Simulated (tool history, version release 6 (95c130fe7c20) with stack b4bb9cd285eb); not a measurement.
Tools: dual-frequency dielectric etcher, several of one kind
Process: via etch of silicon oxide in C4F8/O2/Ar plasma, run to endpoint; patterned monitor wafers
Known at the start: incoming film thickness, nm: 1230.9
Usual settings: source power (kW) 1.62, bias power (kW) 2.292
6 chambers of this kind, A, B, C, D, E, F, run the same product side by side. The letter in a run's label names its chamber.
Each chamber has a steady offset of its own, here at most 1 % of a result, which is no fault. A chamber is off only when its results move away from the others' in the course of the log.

Run 1B, hour 4.2: usual settings. Result: endpoint time (s) 251.62.
Run 2C, hour 8.3: usual settings. Result: endpoint time (s) 251.85.
Run 3D, hour 13: usual settings. Result: endpoint time (s) 257.03.
Run 4E, hour 18.3: usual settings. Result: endpoint time (s) 254.89.
Run 5A, hour 22.1: usual settings. Result: endpoint time (s) 250.01.
Run 6F, hour 25.5: usual settings. Result: endpoint time (s) 256.55.
Run 7A, hour 30.2: usual settings. Result: endpoint time (s) 251.28.
Run 8D, hour 35: usual settings. Result: endpoint time (s) 254.04.
Run 9F, hour 41.9: usual settings. Result: endpoint time (s) 254.47.
Run 10C, hour 46.7: usual settings. Result: endpoint time (s) 252.64.
Run 11B, hour 51: usual settings. Result: endpoint time (s) 250.68.
Run 12E, hour 56.1: usual settings. Result: endpoint time (s) 254.21.
At hour 58.9: chamber A: wet clean of the chamber.
Run 13C, hour 62.6: usual settings. Result: endpoint time (s) 253.25.
Run 14B, hour 67.3: usual settings. Result: endpoint time (s) 251.71.
Run 15F, hour 70.3: usual settings. Result: endpoint time (s) 257.37.
At hour 72.3: chamber D: wet clean of the chamber.
Run 16A, hour 75.7: usual settings. Result: endpoint time (s) 253.02.
At hour 79.1: chamber B: wet clean of the chamber.
Run 17E, hour 81.9: usual settings. Result: endpoint time (s) 256.5.
Run 18D, hour 86.4: usual settings. Result: endpoint time (s) 255.21.
Run 19F, hour 92.3: usual settings. Result: endpoint time (s) 256.85.
At hour 96.9: chamber F: source power generator calibrated.
Run 20E, hour 97.7: usual settings. Result: endpoint time (s) 254.58.
Run 21B, hour 101.9: usual settings but source power (kW) 1.37. Result: endpoint time (s) 270.48.
Run 22C, hour 107.7: usual settings but source power (kW) 1.37. Result: endpoint time (s) 264.24.
Run 23A, hour 114.1: usual settings but source power (kW) 1.37. Result: endpoint time (s) 269.98.
Run 24D, hour 117.1: usual settings but source power (kW) 1.37. Result: endpoint time (s) 269.6.
Run 25E, hour 122.7: usual settings but source power (kW) 1.37. Result: endpoint time (s) 272.92.
Run 26F, hour 125.9: usual settings but source power (kW) 1.37. Result: endpoint time (s) 275.03.
Run 27B, hour 129.8: usual settings. Result: endpoint time (s) 251.94.
Run 28C, hour 133.9: usual settings. Result: endpoint time (s) 247.4.
Run 29D, hour 140.3: usual settings. Result: endpoint time (s) 251.91.
At hour 144: chamber B: source power generator calibrated.
Run 30A, hour 145.5: usual settings. Result: endpoint time (s) 254.64.
Run 31B, hour 150.5: usual settings. Result: endpoint time (s) 251.34.
Run 32D, hour 157.1: usual settings. Result: endpoint time (s) 252.32.
Run 33F, hour 161.3: usual settings but bias power (kW) 1.929. Result: endpoint time (s) 268.87.
Run 34A, hour 164.8: usual settings but bias power (kW) 1.929. Result: endpoint time (s) 265.22.
Run 35E, hour 170: usual settings but bias power (kW) 1.929. Result: endpoint time (s) 268.05.
Run 36C, hour 174.4: usual settings but bias power (kW) 1.929. Result: endpoint time (s) 258.33.
Run 37E, hour 181: usual settings but bias power (kW) 1.929. Result: endpoint time (s) 267.95.
Run 38C, hour 184.1: usual settings but bias power (kW) 1.929. Result: endpoint time (s) 257.57.
Run 39D, hour 190.4: usual settings but bias power (kW) 1.937. Result: endpoint time (s) 267.65.

All 6 chambers run these settings next. Forecast each chamber's results:
Run 40A, hour 195.4: usual settings. Result: endpoint time (s) ?.
Run 40B, hour 195.4: usual settings. Result: endpoint time (s) ?.
Run 40C, hour 195.4: usual settings. Result: endpoint time (s) ?.
Run 40D, hour 195.4: usual settings. Result: endpoint time (s) ?.
Run 40E, hour 195.4: usual settings. Result: endpoint time (s) ?.
Run 40F, hour 195.4: usual settings. Result: endpoint time (s) ?.

run  endpoint time (s)
40A             251.04
40B             253.71
40C             245.25
40D             253.63
40E             254.48
40F              254.2
